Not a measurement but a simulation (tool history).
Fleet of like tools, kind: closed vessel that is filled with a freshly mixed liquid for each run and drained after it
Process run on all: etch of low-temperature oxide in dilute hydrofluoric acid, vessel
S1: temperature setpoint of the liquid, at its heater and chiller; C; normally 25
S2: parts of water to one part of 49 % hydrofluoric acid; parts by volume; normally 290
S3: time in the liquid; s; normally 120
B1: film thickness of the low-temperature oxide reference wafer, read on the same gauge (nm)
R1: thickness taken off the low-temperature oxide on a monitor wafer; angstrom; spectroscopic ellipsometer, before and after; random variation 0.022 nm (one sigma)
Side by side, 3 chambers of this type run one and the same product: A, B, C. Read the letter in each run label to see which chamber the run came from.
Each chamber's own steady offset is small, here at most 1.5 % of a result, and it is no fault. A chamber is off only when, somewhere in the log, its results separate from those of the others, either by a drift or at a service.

run    day  S1   S2   S3      B1      R1
 1B  0.496  25  290  120  89.962  47.577
 2A  0.875  25  290  120  90.023  47.946
 3C  1.417  25  290  120  90.004  47.065
 4B  1.854  25  290  120  89.995  47.648
 5C  2.133  25  290  120  90.032  47.069
 6A  2.688  25  290  120  90.007  47.753
 7C  3.221  25  290  120  90.015  47.067
 8B  3.625  25  290  120  89.982  47.694
 9A  3.942  25  290  120  90.015   48.12
10C  4.538  25  290  120  90.004  46.844
11B    5.1  25  290  120  89.982  47.516
12A  5.596  25  290  120  90.008  47.722
13B  6.192  25  290  120  90.006  47.626
14A  6.712  25  290  120  90.021  47.918
15C  7.208  25  290  120  89.988  47.177
16A  7.771  25  290  120  89.983  48.207
17B  8.221  25  290  120  90.021  47.483
18C  8.638  25  290  120  89.963  47.419
19B  9.079  25  290  120  89.987    47.3
20A  9.333  25  290  120  89.989  47.734

One chamber off, gauge drift, or nothing amiss beyond the chambers' own small offsets? If it is a chamber, which one, and what is the likeliest cause?

The fleet is healthy, with each chamber sitting at its usual small offset and no drift in the gauge.
